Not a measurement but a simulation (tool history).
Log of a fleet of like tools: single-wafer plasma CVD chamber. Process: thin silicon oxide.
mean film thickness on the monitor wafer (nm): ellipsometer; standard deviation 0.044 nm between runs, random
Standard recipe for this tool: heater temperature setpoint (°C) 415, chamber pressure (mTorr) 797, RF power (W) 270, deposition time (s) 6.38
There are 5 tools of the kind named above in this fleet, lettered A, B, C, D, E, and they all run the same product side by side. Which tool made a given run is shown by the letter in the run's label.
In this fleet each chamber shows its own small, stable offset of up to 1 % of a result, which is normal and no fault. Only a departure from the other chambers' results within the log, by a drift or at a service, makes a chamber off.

run   hour  heater temperature setpoint (°C)  chamber pressure (mTorr)  RF power (W)  deposition time (s)  read-back reference wafer on the same gauge, thickness_nm  mean film thickness on the monitor wafer (nm)
 1A    7.6                               415                       797           270                 6.38                                                     12.891                                         11.034
 2B   14.6                               415                       797           270                 6.38                                                     12.886                                         11.171
 3E   22.4                               415                       797           270                 6.38                                                     12.891                                         11.053
 4C   30.5                               415                       797           270                 6.38                                                     12.903                                         11.066
 5D   36.5                               415                       797           315                 6.38                                                     12.909                                         11.822
 6D   43.5                               415                       797           315                 6.38                                                     12.896                                         11.793
 7C   54.1                               415                       797           315                 6.38                                                     12.902                                         11.795
 8B   62.8                               415                       797           315                 6.38                                                     12.914                                         11.866
 9E   71.6                               415                       797           315                 6.38                                                     12.886                                         11.679
10A   82.5                               415                       797           270                 6.38                                                     12.894                                         10.882
11C   94.2                               415                       797           270                 6.38                                                      12.89                                         11.088
12D  101.7                               415                       797           270                 6.38                                                     12.908                                         11.131
13E    110                               415                       797           270                 6.38                                                     12.905                                         11.058
14B  119.8                               415                       797           270                 6.38                                                     12.892                                          11.13
15A  132.5                               415                       797           270                 6.38                                                     12.902                                         11.009
     139.7  -- chamber B: capacitance manometer re-zeroed and calibrated
16D  140.6                               415                       797           270                 6.38                                                       12.9                                         11.106
17B  151.9                               415                       797           270                 6.38                                                     12.894                                         11.386
18A  162.3                               415                       797           270                 6.38                                                     12.915                                         11.022
19E  168.2                               415                       797           270                 6.38                                                     12.885                                         10.985
20C  180.3                               430                       797           250                 6.38                                                     12.904                                         10.524
21E  187.7                               430                       797           250                 6.38                                                     12.902                                         10.546
22C  198.3                               430                       797           250                 6.38                                                     12.899                                         10.557
23A  209.4                               430                       797           250                 6.38                                                     12.883                                         10.589
24D  220.8                               430                       797           250                 6.38                                                     12.907                                          10.49
25B  229.5                               415                       797           270                 6.38                                                     12.899                                         11.303
26B  236.9                               415                       797           270                 6.38                                                     12.894                                         11.379
     240.4  -- chamber E: thermocouple changed; heater temperature recalibrated
27A    250                               415                       797           270                 6.38                                                     12.899                                         11.035
28E  262.4                               415                       797           245                 6.38                                                     12.906                                         10.541
29C  271.6                               415                       797           245                 6.38                                                     12.905                                         10.529
30D  283.7                               415                       797           245                 6.38                                                     12.903                                         10.549
31E  291.8                               415                       797           245                 6.38                                                     12.904                                         10.531
32C  299.3                               415                       797           245                 6.38                                                     12.904                                         10.615
33B  312.4                               415                       797           270                 6.38                                                      12.89                                         11.385
34D  319.4                               415                       797           270                 6.38                                                     12.911                                          11.04
35A  329.7                               415                       797           270                 6.38                                                     12.908                                         11.049
36C  339.4                               415                       797           270                 6.38                                                     12.896                                         11.056
37E  347.5                               415                       797           270                 6.38                                                     12.895                                         10.954
38B    356                               415                       797           270                 6.38                                                     12.905                                         11.434
39A  366.7                               415                       797           270                 6.38                                                     12.899                                         11.113

What goes on in this fleet: one chamber off, a drifting gauge, or nothing beyond the chambers' own small offsets? Name the chamber and the cause, if any.

The work done on chamber B during a service left it standing apart from the others.
Likeliest cause: true pressure above the setpoint (%) = 2.69.

Here are 4 candidates for chamber B's next run, each the usual settings with a change, their results left as question marks. Which one brings its results back in line with what the others give on the usual settings?
In-line tolerance around the mean of the other chambers on the usual settings: mean film thickness on the monitor wafer (nm) 0.15
40B-1  376.2                               415                       794           270                 6.36                                                                                                         ?
40B-2  376.2                               415                       797           265                 6.21                                                                                                         ?
40B-3  376.2                               415                       797           270                 6.42                                                                                                         ?
40B-4  376.2                               415                       797           270                 6.58                                                                                                         ?

Mean of the other chambers on the usual settings: mean film thickness on the monitor wafer (nm) 11.018
  run  mean film thickness on the monitor wafer (nm)
40B-1                                         11.297
40B-2                                         10.981
40B-3                                         11.446
40B-4                                          11.73
40B-2 puts the chamber back in line with the other chambers.
